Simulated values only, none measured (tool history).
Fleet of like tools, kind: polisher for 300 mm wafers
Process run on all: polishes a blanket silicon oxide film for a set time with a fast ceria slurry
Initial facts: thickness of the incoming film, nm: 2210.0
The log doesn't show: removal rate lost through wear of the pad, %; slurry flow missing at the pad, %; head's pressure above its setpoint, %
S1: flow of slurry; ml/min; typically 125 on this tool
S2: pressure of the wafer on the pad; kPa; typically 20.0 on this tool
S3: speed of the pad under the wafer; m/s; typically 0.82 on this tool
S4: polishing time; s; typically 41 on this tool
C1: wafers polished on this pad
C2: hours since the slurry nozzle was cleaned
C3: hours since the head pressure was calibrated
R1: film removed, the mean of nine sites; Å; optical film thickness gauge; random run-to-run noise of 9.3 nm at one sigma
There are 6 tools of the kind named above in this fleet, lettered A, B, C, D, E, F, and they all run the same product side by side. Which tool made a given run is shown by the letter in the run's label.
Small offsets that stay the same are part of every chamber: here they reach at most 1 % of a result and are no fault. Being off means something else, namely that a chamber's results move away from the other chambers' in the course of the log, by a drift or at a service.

| run | hour | S1 | S2 | S3 | S4 | C1 | C2 | C3 | R1 |
|---|---|---|---|---|---|---|---|---|---|
| 1A | 8.9 | 125 | 20.0 | 0.82 | 41 | 110 | 17.1 | 650.3 | 6800.0 |
| 2D | 14.1 | 125 | 20.0 | 0.82 | 41 | 324 | 586.3 | 727.6 | 6675.2 |
| 3B | 22.1 | 125 | 20.0 | 0.82 | 41 | 462 | 456.8 | 545.3 | 6555.0 |
| 4C | 28.4 | 125 | 20.0 | 0.82 | 41 | 556 | 672.0 | 141.3 | 6533.2 |
|  | 30.1 | chamber F: worn pad replaced by a new one |
| 5E | 33.7 | 125 | 20.0 | 0.82 | 41 | 929 | 424.1 | 161.2 | 6740.5 |
| 6F | 38.7 | 125 | 20.0 | 0.82 | 41 | 78 | 560.3 | 159.8 | 6762.0 |
|  | 39.4 | chamber E: worn pad replaced by a new one |
|  | 42.3 | chamber F: slurry nozzle cleaned |
| 7F | 43.3 | 125 | 20.0 | 0.82 | 41 | 120 | 1.0 | 164.4 | 6645.7 |
| 8E | 49.4 | 125 | 20.0 | 0.82 | 41 | 92 | 439.8 | 176.9 | 6464.4 |
|  | 55.2 | chamber A: worn pad replaced by a new one |
| 9C | 56.7 | 125 | 20.0 | 0.64 | 41 | 814 | 700.3 | 169.6 | 5175.4 |
|  | 58.5 | chamber D: worn pad replaced by a new one |
| 10B | 61.7 | 125 | 20.0 | 0.64 | 41 | 823 | 496.4 | 584.9 | 5262.2 |
|  | 65.9 | chamber E: slurry nozzle cleaned |
| 11D | 70.2 | 125 | 20.0 | 0.64 | 41 | 107 | 642.4 | 783.7 | 5297.2 |
| 12A | 76.8 | 125 | 20.0 | 0.64 | 41 | 197 | 85.0 | 718.2 | 5315.3 |
| 13F | 81.2 | 125 | 20.0 | 0.64 | 41 | 466 | 38.9 | 202.3 | 5234.4 |
|  | 83.8 | chamber C: worn pad replaced by a new one |
| 14E | 88.7 | 125 | 20.0 | 0.64 | 41 | 450 | 22.8 | 216.2 | 5291.7 |
|  | 90.5 | chamber B: worn pad replaced by a new one |
| 15A | 94.2 | 125 | 20.0 | 0.82 | 41 | 356 | 102.4 | 735.6 | 6580.1 |
| 16C | 103.2 | 125 | 20.0 | 0.82 | 41 | 177 | 746.8 | 216.1 | 6585.3 |
| 17B | 109.4 | 125 | 20.0 | 0.82 | 41 | 172 | 544.1 | 632.6 | 6866.1 |
|  | 111.2 | chamber A: worn pad replaced by a new one |
| 18D | 116.8 | 125 | 20.0 | 0.82 | 41 | 532 | 689.0 | 830.3 | 6634.8 |
| 19F | 121.2 | 125 | 20.0 | 0.82 | 41 | 831 | 78.9 | 242.3 | 6583.9 |
|  | 122.1 | chamber D: worn pad replaced by a new one |
| 20D | 126.7 | 160 | 20.0 | 0.82 | 41 | 42 | 698.9 | 840.2 | 6954.7 |
|  | 128.0 | chamber F: worn pad replaced by a new one |
|  | 130.9 | chamber D: slurry nozzle cleaned |
| 21B | 132.8 | 160 | 20.0 | 0.82 | 41 | 385 | 567.5 | 656.0 | 6814.4 |
| 22C | 140.1 | 160 | 20.0 | 0.82 | 41 | 514 | 783.7 | 253.0 | 6869.5 |
|  | 142.0 | chamber C: slurry nozzle cleaned |
| 23A | 144.5 | 160 | 20.0 | 0.82 | 41 | 304 | 152.7 | 785.9 | 6812.2 |
| 24E | 152.0 | 160 | 20.0 | 0.82 | 41 | 1027 | 86.1 | 279.5 | 7091.5 |
|  | 154.8 | chamber E: worn pad replaced by a new one |
| 25A | 158.7 | 160 | 20.0 | 0.82 | 41 | 433 | 166.9 | 800.1 | 6842.6 |
| 26C | 166.8 | 95 | 20.0 | 0.82 | 53 | 757 | 24.8 | 279.7 | 8072.0 |
| 27B | 172.1 | 95 | 20.0 | 0.82 | 53 | 744 | 606.8 | 695.3 | 8117.2 |
|  | 173.9 | chamber A: worn pad replaced by a new one |
| 28F | 179.0 | 95 | 20.0 | 0.82 | 53 | 465 | 136.7 | 300.1 | 8046.7 |
| 29D | 184.9 | 95 | 20.0 | 0.82 | 53 | 573 | 54.1 | 898.4 | 8101.6 |
|  | 186.3 | chamber C: worn pad replaced by a new one |
|  | 187.3 | chamber D: head pressure recalibrated |
|  | 192.1 | chamber D: worn pad replaced by a new one |
| 30E | 193.5 | 95 | 20.0 | 0.82 | 53 | 353 | 127.6 | 321.0 | 8219.0 |
| 31B | 198.3 | 95 | 20.0 | 0.82 | 53 | 983 | 633.0 | 721.5 | 8197.4 |
| 32E | 204.1 | 125 | 20.0 | 0.82 | 41 | 450 | 138.2 | 331.6 | 6726.6 |
| 33F | 211.4 | 125 | 20.0 | 0.82 | 41 | 760 | 169.1 | 332.5 | 6636.3 |
| 34D | 216.2 | 125 | 20.0 | 0.82 | 41 | 220 | 85.4 | 28.9 | 6656.3 |
| 35C | 224.4 | 125 | 20.0 | 0.82 | 41 | 348 | 82.4 | 337.3 | 6508.0 |
| 36A | 228.8 | 125 | 20.0 | 0.82 | 41 | 501 | 237.0 | 870.2 | 6674.8 |
|  | 234.0 | chamber F: worn pad replaced by a new one |
| 37F | 237.3 | 125 | 20.0 | 0.82 | 41 | 30 | 195.0 | 358.4 | 6737.9 |

Has any chamber moved away from the others, gradually or after a service, or does the common gauge drift, or do the chambers differ only by their own small steady offsets? State the chamber and the most likely cause if one applies.

No chamber stands off beyond its own small offset, and the gauge holds steady.
